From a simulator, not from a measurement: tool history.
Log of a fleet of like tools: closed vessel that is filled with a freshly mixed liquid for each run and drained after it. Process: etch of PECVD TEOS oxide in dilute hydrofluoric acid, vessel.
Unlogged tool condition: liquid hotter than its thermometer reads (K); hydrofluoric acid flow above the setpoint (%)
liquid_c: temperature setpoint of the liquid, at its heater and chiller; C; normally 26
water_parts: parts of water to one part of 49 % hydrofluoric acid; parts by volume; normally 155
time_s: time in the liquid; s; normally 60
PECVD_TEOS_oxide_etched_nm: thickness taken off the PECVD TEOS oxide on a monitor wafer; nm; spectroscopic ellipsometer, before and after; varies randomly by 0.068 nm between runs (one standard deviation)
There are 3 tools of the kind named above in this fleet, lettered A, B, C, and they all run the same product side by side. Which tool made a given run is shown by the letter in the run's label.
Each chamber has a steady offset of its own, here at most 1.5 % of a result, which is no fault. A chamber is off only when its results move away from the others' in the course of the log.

| run | day | liquid_c | water_parts | time_s | hours since the thermometer was replaced | hours since the hydrofluoric acid flow meter was replaced | read-back film thickness of the PECVD TEOS oxide reference wafer, read on the same gauge (nm) | PECVD_TEOS_oxide_etched_nm |
|---|---|---|---|---|---|---|---|---|
| 1A | 0.125 | 26 | 155 | 60 | 1205.4 | 101.7 | 39.975 | 7.9092 |
| 2C | 0.312 | 26 | 155 | 60 | 28.2 | 597.0 | 39.983 | 7.6904 |
| 3B | 0.512 | 26 | 155 | 60 | 452.1 | 30.5 | 39.944 | 7.8605 |
| 4C | 0.642 | 26 | 155 | 60 | 36.1 | 604.9 | 40.013 | 7.7806 |
| 5A | 0.767 | 26 | 155 | 60 | 1220.8 | 117.1 | 40.003 | 7.8186 |
| 6B | 0.950 | 26 | 155 | 60 | 462.6 | 41.0 | 39.986 | 7.7808 |
| 7A | 1.054 | 26 | 155 | 60 | 1227.7 | 124.0 | 40.030 | 7.9258 |
| 8C | 1.162 | 26 | 155 | 60 | 48.6 | 617.4 | 39.996 | 7.8290 |
| 9B | 1.321 | 26 | 155 | 60 | 471.5 | 49.9 | 39.997 | 7.7590 |
| 10C | 1.438 | 26 | 155 | 60 | 55.2 | 624.0 | 40.022 | 7.8113 |
| 11A | 1.571 | 26 | 155 | 60 | 1240.1 | 136.4 | 40.011 | 7.8495 |
| 12B | 1.696 | 26 | 155 | 60 | 480.5 | 58.9 | 39.969 | 7.8023 |
| 13A | 1.846 | 26 | 155 | 60 | 1246.7 | 143.0 | 39.997 | 7.7980 |
| 14B | 2.033 | 26 | 155 | 60 | 488.6 | 67.0 | 40.004 | 7.7216 |
| 15C | 2.196 | 26 | 155 | 60 | 73.4 | 642.2 | 40.019 | 7.8178 |
| 16C | 2.296 | 26 | 155 | 60 | 75.8 | 644.6 | 39.979 | 7.5749 |
| 17A | 2.417 | 26 | 155 | 60 | 1260.4 | 156.7 | 39.990 | 7.9498 |
| 18B | 2.562 | 26 | 80 | 75 | 501.3 | 79.7 | 40.019 | 20.7470 |
| 19B | 2.738 | 26 | 80 | 75 | 505.5 | 83.9 | 39.998 | 20.7320 |
| 20C | 2.867 | 26 | 80 | 75 | 89.5 | 658.3 | 39.995 | 20.7010 |
| 21A | 2.983 | 26 | 155 | 60 | 1274.0 | 170.3 | 39.971 | 7.8965 |
| 22A | 3.075 | 26 | 155 | 60 | 1276.2 | 172.5 | 40.026 | 7.7437 |
| 23C | 3.167 | 26 | 155 | 60 | 96.7 | 665.5 | 40.010 | 7.8107 |
| 24B | 3.333 | 24 | 155 | 75 | 519.8 | 98.2 | 39.987 | 9.0537 |
| 25A | 3.446 | 24 | 155 | 75 | 1285.1 | 181.4 | 40.025 | 9.0413 |
| 26C | 3.546 | 24 | 155 | 75 | 105.8 | 674.6 | 40.005 | 9.1749 |
| 27B | 3.646 | 26 | 190 | 35 | 527.3 | 105.7 | 40.021 | 3.6319 |
| 28A | 3.767 | 26 | 190 | 35 | 1292.8 | 189.1 | 40.009 | 3.5893 |
| 29B | 3.950 | 26 | 190 | 35 | 534.6 | 113.0 | 40.004 | 3.5625 |
| 30C | 4.112 | 26 | 155 | 60 | 119.4 | 688.2 | 39.986 | 7.7163 |
| 31A | 4.204 | 26 | 155 | 60 | 1303.3 | 199.6 | 39.973 | 7.8537 |

Read the log: is a single chamber off, either drifting away or since a service, is the gauge that measures every chamber drifting, or is nothing wrong beyond small per-chamber offsets? Name any odd chamber and what most likely caused it.

Nothing is wrong: each chamber keeps only its own small, steady offset and the gauge holds still.
